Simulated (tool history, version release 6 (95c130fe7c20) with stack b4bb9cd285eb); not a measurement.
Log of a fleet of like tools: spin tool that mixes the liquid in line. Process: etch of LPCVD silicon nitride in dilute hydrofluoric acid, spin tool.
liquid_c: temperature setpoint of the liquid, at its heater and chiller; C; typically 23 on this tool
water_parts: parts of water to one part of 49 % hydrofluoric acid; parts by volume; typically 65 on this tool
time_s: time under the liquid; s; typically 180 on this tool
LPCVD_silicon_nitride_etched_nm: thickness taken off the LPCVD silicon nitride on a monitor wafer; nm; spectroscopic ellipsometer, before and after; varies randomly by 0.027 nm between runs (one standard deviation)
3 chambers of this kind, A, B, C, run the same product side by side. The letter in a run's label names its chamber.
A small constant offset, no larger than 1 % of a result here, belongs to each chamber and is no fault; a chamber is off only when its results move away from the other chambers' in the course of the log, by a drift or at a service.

| run | hour | liquid_c | water_parts | time_s | hours since the thermometer was replaced | hours since the hydrofluoric acid flow meter was replaced | read-back film thickness of the LPCVD silicon nitride reference wafer, read on the same gauge (nm) | LPCVD_silicon_nitride_etched_nm |
|---|---|---|---|---|---|---|---|---|
| 1C | 13.1 | 23 | 65 | 180 | 1107.1 | 186.6 | 140 | 1.1351 |
| 2B | 26.8 | 23 | 65 | 180 | 1684.9 | 1718.3 | 139.99 | 1.1796 |
| 3A | 37.3 | 23 | 65 | 180 | 2913.9 | 1596 | 140.02 | 1.1114 |
|  | 45.6 | chamber B: hydrofluoric acid flow meter replaced |
| 4A | 47 | 23 | 65 | 180 | 2923.6 | 1605.7 | 140.02 | 1.1234 |
| 5B | 57.6 | 23 | 65 | 180 | 1715.7 | 12.1 | 140.01 | 1.161 |
| 6C | 69.8 | 23 | 65 | 180 | 1163.8 | 243.3 | 139.99 | 1.1497 |
| 7B | 86 | 23 | 65 | 180 | 1744.1 | 40.5 | 140.02 | 1.0739 |
| 8C | 97 | 23 | 65 | 180 | 1191 | 270.5 | 140.01 | 1.1475 |
|  | 98.4 | chamber A: hydrofluoric acid flow meter replaced |
|  | 104.1 | chamber A: thermometer replaced |
| 9A | 108.6 | 23 | 65 | 180 | 4.6 | 10.3 | 139.97 | 1.1535 |
| 10B | 122.9 | 23 | 65 | 180 | 1781 | 77.4 | 139.99 | 1.1097 |
| 11C | 132.5 | 23 | 65 | 180 | 1226.5 | 306 | 140 | 1.1281 |
| 12A | 141.5 | 23 | 65 | 180 | 37.5 | 43.2 | 140.01 | 1.1261 |
| 13A | 154.6 | 23 | 65 | 180 | 50.6 | 56.3 | 140.03 | 1.0675 |
| 14B | 167.1 | 23 | 65 | 180 | 1825.2 | 121.6 | 140 | 1.1196 |
| 15C | 174.3 | 23 | 65 | 180 | 1268.3 | 347.8 | 140 | 1.1809 |
| 16A | 182.7 | 23 | 65 | 180 | 78.7 | 84.4 | 140 | 1.0899 |
| 17C | 195.8 | 23 | 65 | 180 | 1289.8 | 369.3 | 140 | 1.1237 |
|  | 206.2 | chamber C: hydrofluoric acid flow meter replaced |
| 18B | 206.2 | 23 | 65 | 180 | 1864.3 | 160.7 | 140 | 1.1196 |
| 19C | 222 | 19.5 | 65 | 180 | 1316 | 15.8 | 140.02 | 0.89434 |
| 20A | 230 | 19.5 | 65 | 180 | 126 | 131.7 | 140 | 0.88658 |
| 21B | 240.6 | 19.5 | 65 | 180 | 1898.7 | 195.1 | 140.02 | 0.89287 |
| 22B | 253.1 | 23 | 65 | 100 | 1911.2 | 207.6 | 139.98 | 0.62453 |
| 23A | 268.4 | 23 | 65 | 100 | 164.4 | 170.1 | 139.99 | 0.61395 |
| 24C | 279.2 | 23 | 65 | 100 | 1373.2 | 73 | 140.01 | 0.62753 |
| 25A | 292.2 | 23 | 65 | 180 | 188.2 | 193.9 | 140 | 1.0915 |
| 26B | 305.1 | 23 | 65 | 180 | 1963.2 | 259.6 | 140.03 | 1.0836 |
| 27C | 315.5 | 19.5 | 65 | 180 | 1409.5 | 109.3 | 140.01 | 0.9119 |
| 28C | 328.7 | 19.5 | 65 | 180 | 1422.7 | 122.5 | 140 | 0.90674 |
| 29B | 336.6 | 19.5 | 65 | 180 | 1994.7 | 291.1 | 139.99 | 0.89133 |

Next, every chamber runs the same settings. What will each give?
| 30A | 348.6 | 23 | 65 | 180 |  |  |  | ? |
| 30B | 348.6 | 23 | 65 | 180 |  |  |  | ? |
| 30C | 348.6 | 23 | 65 | 180 |  |  |  | ? |

| run | LPCVD_silicon_nitride_etched_nm |
|---|---|
| 30A | 1.0978 |
| 30B | 1.1531 |
| 30C | 1.181 |
